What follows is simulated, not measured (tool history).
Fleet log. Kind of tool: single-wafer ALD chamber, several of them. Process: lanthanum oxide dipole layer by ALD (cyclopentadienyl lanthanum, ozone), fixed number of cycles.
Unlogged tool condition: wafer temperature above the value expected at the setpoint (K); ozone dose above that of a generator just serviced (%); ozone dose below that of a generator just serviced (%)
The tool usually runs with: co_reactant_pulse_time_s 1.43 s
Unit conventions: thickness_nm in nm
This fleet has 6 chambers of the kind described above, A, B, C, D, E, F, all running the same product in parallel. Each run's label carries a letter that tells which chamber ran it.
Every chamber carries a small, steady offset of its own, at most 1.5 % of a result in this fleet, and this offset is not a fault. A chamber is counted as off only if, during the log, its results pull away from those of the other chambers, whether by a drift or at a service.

run	hour	co_reactant_pulse_time_s	hours since the last thermocouple change	hours since the last ozone generator service	read-back reference wafer on the same gauge, thickness_nm	thickness_nm
1C	11.3	1.43	1243.2	952.5	0.60102	0.53926
2F	20.4	1.43	777.9	272.3	0.60149	0.55514
3A	33.9	1.43	1004.3	378.1	0.60068	0.54698
# hour 43.8: chamber E: ozone generator serviced
4B	46	1.43	447.8	1076.4	0.60162	0.54162
5D	54	1.43	388.6	853.4	0.60162	0.54398
6E	61.2	1.43	1804.8	17.4	0.60131	0.54789
# hour 67.5: chamber D: ozone generator serviced
7F	68	1.43	825.5	319.9	0.60047	0.55221
8B	80.1	1.43	481.9	1110.5	0.6011	0.54318
9A	87.9	1.43	1058.3	432.1	0.60064	0.54739
# hour 89.7: chamber C: ozone generator serviced
10C	99.5	1.43	1331.4	9.8	0.6015	0.5419
11E	112.2	0.97	1855.8	68.4	0.60129	0.4949
12D	124.6	0.97	459.2	57.2	0.60044	0.49693
13A	136.6	0.97	1107	480.8	0.60106	0.49797
14B	145.9	0.97	547.7	1176.3	0.60075	0.49027
15C	157.4	0.97	1389.3	67.7	0.60167	0.49532
16D	167	0.97	501.6	99.6	0.60103	0.49187
17F	173.4	1.43	930.9	425.3	0.6006	0.54793
18E	185	1.43	1928.6	141.2	0.60111	0.53907
19B	198.8	1.43	600.6	1229.2	0.60097	0.53716
20C	211.8	1.13	1443.7	122.1	0.60139	0.51699
21D	224.9	1.13	559.5	157.5	0.60063	0.51913
22F	236.5	1.13	994	488.4	0.60164	0.51172
23E	249.1	1.13	1992.7	205.3	0.6002	0.52168
24A	258.9	1.13	1229.3	603.1	0.60152	0.51936
25D	270.4	1.13	605	203	0.60177	0.51605
26C	281.4	1.43	1513.3	191.7	0.60095	0.5382
27A	295.4	1.43	1265.8	639.6	0.60066	0.55279
28B	304.7	1.43	706.5	1335.1	0.6004	0.5418
# hour 311.6: chamber B: ozone generator serviced
29E	318.5	1.43	2062.1	274.7	0.60117	0.54557
30F	328.7	1.43	1086.2	580.6	0.60079	0.53336
31C	339.3	1.43	1571.2	249.6	0.60074	0.54273
32D	351.6	1.43	686.2	284.2	0.6006	0.54306
33F	359.4	1.43	1116.9	611.3	0.60138	0.52988
34A	369.2	1.43	1339.6	713.4	0.60147	0.54853
35B	378.7	1.43	780.5	67.2	0.60082	0.54184
36E	385.8	1.43	2129.4	342	0.60124	0.54025
37F	398.4	1.99	1155.9	650.3	0.60125	0.56319
38A	410.4	1.99	1380.8	754.6	0.60109	0.57187
39E	419	1.99	2162.6	375.2	0.60164	0.57124
40C	432.4	1.99	1664.3	342.7	0.6007	0.56186
41B	445.4	1.99	847.2	133.9	0.60061	0.5656
42D	458.1	1.99	792.7	390.7	0.60093	0.56329
43C	471.6	1.43	1703.5	381.9	0.60037	0.5423

Next, every chamber runs the same settings. What will each give?
44A	481.8	0.98				?
44B	481.8	0.98				?
44C	481.8	0.98				?
44D	481.8	0.98				?
44E	481.8	0.98				?
44F	481.8	0.98				?

run	thickness_nm
44A	0.50055
44B	0.49406
44C	0.48987
44D	0.49596
44E	0.49728
44F	0.45027
